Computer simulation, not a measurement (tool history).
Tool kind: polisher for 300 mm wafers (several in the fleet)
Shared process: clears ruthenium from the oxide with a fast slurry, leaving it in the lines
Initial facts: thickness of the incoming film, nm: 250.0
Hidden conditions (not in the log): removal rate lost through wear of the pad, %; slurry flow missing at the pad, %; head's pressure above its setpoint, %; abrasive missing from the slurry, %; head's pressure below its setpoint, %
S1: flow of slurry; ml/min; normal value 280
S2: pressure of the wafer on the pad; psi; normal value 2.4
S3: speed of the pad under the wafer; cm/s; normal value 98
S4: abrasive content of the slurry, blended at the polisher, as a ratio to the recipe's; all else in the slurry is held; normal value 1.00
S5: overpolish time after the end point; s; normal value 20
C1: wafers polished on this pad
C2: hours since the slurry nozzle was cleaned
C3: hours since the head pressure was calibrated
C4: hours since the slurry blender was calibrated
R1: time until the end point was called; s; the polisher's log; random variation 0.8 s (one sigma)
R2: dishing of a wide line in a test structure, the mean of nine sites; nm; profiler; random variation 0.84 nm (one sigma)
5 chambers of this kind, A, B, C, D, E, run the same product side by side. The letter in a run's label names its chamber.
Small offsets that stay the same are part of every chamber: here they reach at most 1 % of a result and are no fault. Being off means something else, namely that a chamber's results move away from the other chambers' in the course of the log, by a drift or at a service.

Run 1C, hour 5.5: usual settings; C1 1208; C2 45.6; C3 244.3; C4 231.8. Result: R1 85.619 s, R2 43.664 nm.
Run 2A, hour 14.1: usual settings; C1 443; C2 183.3; C3 50.4; C4 129.8. Result: R1 86.138 s, R2 44.542 nm.
Run 3B, hour 22.5: usual settings; C1 355; C2 322.4; C3 324.8; C4 48.7. Result: R1 85.256 s, R2 45.910 nm.
At hour 27.9: chamber C: worn pad replaced by a new one.
Run 4E, hour 29.4: usual settings; C1 1116; C2 365.5; C3 302.6; C4 83.3. Result: R1 86.525 s, R2 43.730 nm.
At hour 29.5: chamber D: worn pad replaced by a new one.
Run 5D, hour 35.9: usual settings; C1 45; C2 208.1; C3 611.4; C4 72.9. Result: R1 84.989 s, R2 45.058 nm.
At hour 37.2: chamber B: slurry nozzle cleaned.
At hour 37.3: chamber A: worn pad replaced by a new one.
Run 6D, hour 40.2: usual settings; C1 75; C2 212.4; C3 615.7; C4 77.2. Result: R1 85.630 s, R2 43.815 nm.
Run 7B, hour 46.6: usual settings; C1 525; C2 9.5; C3 348.9; C4 72.8. Result: R1 86.852 s, R2 43.666 nm.
At hour 49.5: chamber E: worn pad replaced by a new one.
Run 8E, hour 51.9: usual settings but S5 11 s; C1 17; C2 388.0; C3 325.1; C4 105.8. Result: R1 86.984 s, R2 26.642 nm.
At hour 59.8: chamber E: slurry nozzle cleaned.
Run 9C, hour 61.2: usual settings but S5 11 s; C1 235; C2 101.3; C3 300.0; C4 287.5. Result: R1 86.261 s, R2 26.202 nm.
At hour 62.9: chamber B: head pressure recalibrated.
At hour 65.5: chamber B: worn pad replaced by a new one.
Run 10A, hour 69.5: usual settings but S5 11 s; C1 227; C2 238.7; C3 105.8; C4 185.2. Result: R1 86.038 s, R2 26.464 nm.
Run 11A, hour 74.0: usual settings but S5 11 s; C1 258; C2 243.2; C3 110.3; C4 189.7. Result: R1 86.047 s, R2 26.350 nm.
Run 12E, hour 83.0: usual settings but S5 11 s; C1 236; C2 23.2; C3 356.2; C4 136.9. Result: R1 87.135 s, R2 26.061 nm.
At hour 86.2: chamber E: slurry blender recalibrated.
Run 13D, hour 91.7: usual settings; C1 438; C2 263.9; C3 667.2; C4 128.7. Result: R1 86.736 s, R2 43.888 nm.
Run 14B, hour 99.6: usual settings; C1 240; C2 62.5; C3 36.7; C4 125.8. Result: R1 86.435 s, R2 45.708 nm.
At hour 105.6: chamber E: head pressure recalibrated.
Run 15C, hour 107.1: usual settings; C1 558; C2 147.2; C3 345.9; C4 333.4. Result: R1 87.135 s, R2 45.680 nm.
Run 16E, hour 113.8: usual settings; C1 453; C2 54.0; C3 8.2; C4 27.6. Result: R1 96.787 s, R2 40.617 nm.
Run 17C, hour 123.1: usual settings; C1 671; C2 163.2; C3 361.9; C4 349.4. Result: R1 84.868 s, R2 43.657 nm.
At hour 128.5: chamber A: worn pad replaced by a new one.
Run 18B, hour 128.8: usual settings; C1 446; C2 91.7; C3 65.9; C4 155.0. Result: R1 84.359 s, R2 43.593 nm.
Run 19A, hour 133.5: usual settings; C1 35; C2 302.7; C3 169.8; C4 249.2. Result: R1 85.281 s, R2 43.530 nm.
Run 20D, hour 140.9: usual settings; C1 784; C2 313.1; C3 716.4; C4 177.9. Result: R1 85.728 s, R2 43.283 nm.
At hour 149.1: chamber D: slurry blender recalibrated.
Run 21D, hour 149.4: usual settings; C1 844; C2 321.6; C3 724.9; C4 0.4. Result: R1 85.864 s, R2 42.862 nm.
Run 22E, hour 153.7: usual settings; C1 734; C2 93.9; C3 48.1; C4 67.5. Result: R1 94.810 s, R2 40.048 nm.
At hour 157.3: chamber B: worn pad replaced by a new one.
Run 23B, hour 162.7: usual settings; C1 38; C2 125.6; C3 99.8; C4 188.9. Result: R1 85.717 s, R2 45.206 nm.
Run 24A, hour 168.0: usual settings; C1 278; C2 337.2; C3 204.3; C4 283.7. Result: R1 86.858 s, R2 45.041 nm.
At hour 171.9: chamber A: slurry nozzle cleaned.
Run 25C, hour 175.9: usual settings; C1 1043; C2 216.0; C3 414.7; C4 402.2. Result: R1 86.809 s, R2 42.672 nm.
Run 26C, hour 181.8: usual settings; C1 1084; C2 221.9; C3 420.6; C4 408.1. Result: R1 85.591 s, R2 44.523 nm.
Run 27D, hour 189.4: usual settings; C1 1126; C2 361.6; C3 764.9; C4 40.4. Result: R1 85.059 s, R2 42.137 nm.
Run 28E, hour 197.2: usual settings; C1 1041; C2 137.4; C3 91.6; C4 111.0. Result: R1 96.647 s, R2 40.338 nm.
Run 29B, hour 201.3: usual settings; C1 310; C2 164.2; C3 138.4; C4 227.5. Result: R1 86.541 s, R2 46.119 nm.
At hour 205.4: chamber D: worn pad replaced by a new one.
Run 30A, hour 206.8: usual settings; C1 552; C2 35.0; C3 243.1; C4 322.5. Result: R1 85.719 s, R2 44.573 nm.
At hour 209.4: chamber D: slurry nozzle cleaned.
At hour 209.9: chamber A: worn pad replaced by a new one.
Run 31E, hour 213.9: usual settings; C1 1158; C2 154.1; C3 108.3; C4 127.7. Result: R1 96.563 s, R2 39.182 nm.
Run 32C, hour 219.6: usual settings but S4 0.85; C1 1350; C2 259.7; C3 458.4; C4 445.9. Result: R1 95.530 s, R2 42.190 nm.
Run 33B, hour 225.9: usual settings but S4 0.85; C1 483; C2 188.8; C3 163.0; C4 252.1. Result: R1 94.026 s, R2 41.402 nm.
At hour 230.7: chamber E: slurry blender recalibrated.
Run 34D, hour 234.1: usual settings but S4 0.85; C1 202; C2 24.8; C3 809.6; C4 85.1. Result: R1 92.046 s, R2 40.641 nm.
At hour 235.5: chamber E: worn pad replaced by a new one.
At hour 236.4: chamber C: slurry blender recalibrated.
At hour 237.2: chamber D: head pressure recalibrated.
Run 35A, hour 238.8: usual settings but S4 0.85; C1 203; C2 67.0; C3 275.1; C4 354.5. Result: R1 92.208 s, R2 42.415 nm.
Run 36E, hour 246.2: usual settings but S4 0.85; C1 75; C2 186.4; C3 140.6; C4 15.6. Result: R1 104.110 s, R2 37.364 nm.
At hour 252.2: chamber C: slurry nozzle cleaned.
At hour 252.8: chamber C: worn pad replaced by a new one.
Run 37D, hour 254.1: usual settings; C1 343; C2 44.8; C3 16.9; C4 105.1. Result: R1 86.211 s, R2 43.377 nm.
At hour 262.1: chamber B: worn pad replaced by a new one.
Run 38A, hour 262.6: usual settings; C1 371; C2 90.8; C3 298.9; C4 378.3. Result: R1 88.022 s, R2 42.461 nm.
Run 39C, hour 269.5: usual settings but S1 185 ml/min, S3 110 cm/s; C1 118; C2 17.4; C3 508.3; C4 33.2. Result: R1 79.708 s, R2 46.182 nm.
Run 40B, hour 277.7: usual settings but S1 185 ml/min, S3 110 cm/s; C1 110; C2 240.6; C3 214.8; C4 303.9. Result: R1 81.124 s, R2 45.903 nm.

Does one chamber stand apart from the rest, does the shared gauge drift, or is all well apart from small per-chamber offsets? Give the chamber and the most likely cause, where there is one.

A service on chamber E put it out of line with the rest.
What lies behind it: head's pressure below its setpoint, % = 9.84.

Which of the 4 candidates below, each the usual settings with something changed and its results left as question marks, puts chamber E back in line with what the other chambers give on the usual settings?
In-line tolerance around the mean of the other chambers on the usual settings: R1 2.800 s; R2 2.900 nm
Run 41E-1, hour 284.6: usual settings but S2 2.3 psi, S3 92 cm/s. Result: R1 ?, R2 ?.
Run 41E-2, hour 284.6: usual settings but S2 2.5 psi, S3 100 cm/s. Result: R1 ?, R2 ?.
Run 41E-3, hour 284.6: usual settings but S2 2.5 psi, S3 104 cm/s. Result: R1 ?, R2 ?.
Run 41E-4, hour 284.6: usual settings but S2 2.3 psi, S3 96 cm/s. Result: R1 ?, R2 ?.

The mean the other chambers reach with the usual settings: R1 86.064 s; R2 44.038 nm
  run       R1      R2
41E-1  106.840  37.669
41E-2   90.392  43.365
41E-3   86.907  44.798
41E-4  102.380  39.063
Change 41E-3 lands the chamber within the allowed miss of the other chambers.

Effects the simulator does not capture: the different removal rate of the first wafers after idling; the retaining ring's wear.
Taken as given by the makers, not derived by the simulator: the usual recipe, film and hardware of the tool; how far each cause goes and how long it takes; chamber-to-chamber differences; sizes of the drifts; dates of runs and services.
